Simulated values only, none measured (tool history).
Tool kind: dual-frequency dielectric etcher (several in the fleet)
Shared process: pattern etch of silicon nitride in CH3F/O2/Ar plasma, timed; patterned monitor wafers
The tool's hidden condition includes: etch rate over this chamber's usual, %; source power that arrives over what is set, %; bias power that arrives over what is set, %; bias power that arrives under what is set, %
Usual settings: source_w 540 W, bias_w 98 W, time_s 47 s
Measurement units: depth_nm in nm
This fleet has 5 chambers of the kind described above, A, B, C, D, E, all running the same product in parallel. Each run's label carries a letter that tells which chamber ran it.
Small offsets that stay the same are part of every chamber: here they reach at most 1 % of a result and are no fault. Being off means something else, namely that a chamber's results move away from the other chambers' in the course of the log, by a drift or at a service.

run,hour,source_w,bias_w,time_s,hours since the last wet clean,hours since the last source power generator calibration,hours since the last bias power generator calibration,"read-back reference wafer on the same gauge, depth_nm",depth_nm
1C,4.4,540,98,47,569.5,483.7,1360.4,45.978,41.096
2A,9.5,540,98,47,406.9,432,484.3,45.925,41.371
3E,12.9,540,98,47,189.4,984.4,1836.8,45.975,40.821
4D,16.2,540,98,47,344.1,451.5,1158.1,46.037,40.999
5B,20,540,98,47,340.2,2802.5,703.1,45.977,41.301
6A,25.5,540,98,47,422.9,448,500.3,46.003,41.38
# hour 25.7: chamber C: wet clean of the chamber
7E,28.9,540,98,47,205.4,1000.4,1852.8,45.947,41.006
8C,34.3,540,98,47,8.7,513.6,1390.3,46.009,41.171
9B,37.5,540,98,47,357.7,2820,720.6,46.033,41.308
10D,40.9,540,98,47,368.8,476.2,1182.8,45.979,40.836
11C,46.4,630,109,47,20.8,525.7,1402.4,45.972,45.031
12D,50.1,630,109,47,378,485.4,1192,45.983,44.915
13A,53.9,630,109,47,451.3,476.4,528.7,46.039,45.671
14E,59.2,630,109,47,235.7,1030.7,1883.1,45.982,45.056
15B,62.6,630,109,47,382.8,2845.1,745.7,45.958,45.154
16D,67.4,540,98,47,395.3,502.7,1209.3,45.984,41.063
17C,70.1,540,98,47,44.5,549.4,1426.1,46.01,41.073
18B,73.9,540,98,47,394.1,2856.4,757,46.007,41.15
19E,76.6,540,98,47,253.1,1048.1,1900.5,45.97,41.217
# hour 79.8: chamber D: wet clean of the chamber
20A,81.7,540,98,47,479.1,504.2,556.5,46.012,41.552
21C,86.9,540,98,47,61.3,566.2,1442.9,45.976,41.075
22A,89.8,540,98,47,487.2,512.3,564.6,46.07,41.06
23E,92.8,540,98,47,269.3,1064.3,1916.7,46.028,41.302
# hour 94.4: chamber A: wet clean of the chamber
24B,98,540,98,47,418.2,2880.5,781.1,46.035,41.121
25D,102.9,540,98,47,23.1,538.2,1244.8,46.044,41.051
26E,107.9,540,98,47,284.4,1079.4,1931.8,46.004,41.176
27B,111.1,540,81,57.5,431.3,2893.6,794.2,45.99,47.399
28A,114.1,540,81,57.5,19.8,536.6,588.9,46.026,48.999
29D,117.3,540,81,57.5,37.5,552.6,1259.2,45.947,46.84
30C,121,540,81,57.5,95.4,600.3,1477,45.975,47.111
31B,125.1,540,81,57.5,445.3,2907.6,808.2,46.007,47.089
32A,128,540,98,56,33.7,550.5,602.8,46.043,51.228
33E,130.5,540,98,56,307,1102,1954.4,46.041,49.177
# hour 132.5: chamber B: source power generator calibrated
34C,134.8,540,98,56,109.2,614.1,1490.8,45.994,48.566
# hour 139: chamber B: wet clean of the chamber
35D,139.1,540,98,56,59.3,574.4,1281,46.005,49.125
36C,142.8,540,98,56,117.2,622.1,1498.8,46.045,48.94
37D,148,540,98,47,68.2,583.3,1289.9,45.937,40.974
38E,150.8,540,98,47,327.3,1122.3,1974.7,45.982,41.108
39B,156.2,540,98,47,17.2,23.8,839.3,46.05,40.977
40A,159.5,540,98,47,65.2,582,634.3,45.978,43.151

Each of the 5 chambers runs these same settings next. Fill in every chamber's results:
41A,163.5,540,98,47,,,,,?
41B,163.5,540,98,47,,,,,?
41C,163.5,540,98,47,,,,,?
41D,163.5,540,98,47,,,,,?
41E,163.5,540,98,47,,,,,?

run,depth_nm
41A,43.265
41B,41.391
41C,41.411
41D,40.78
41E,41.278
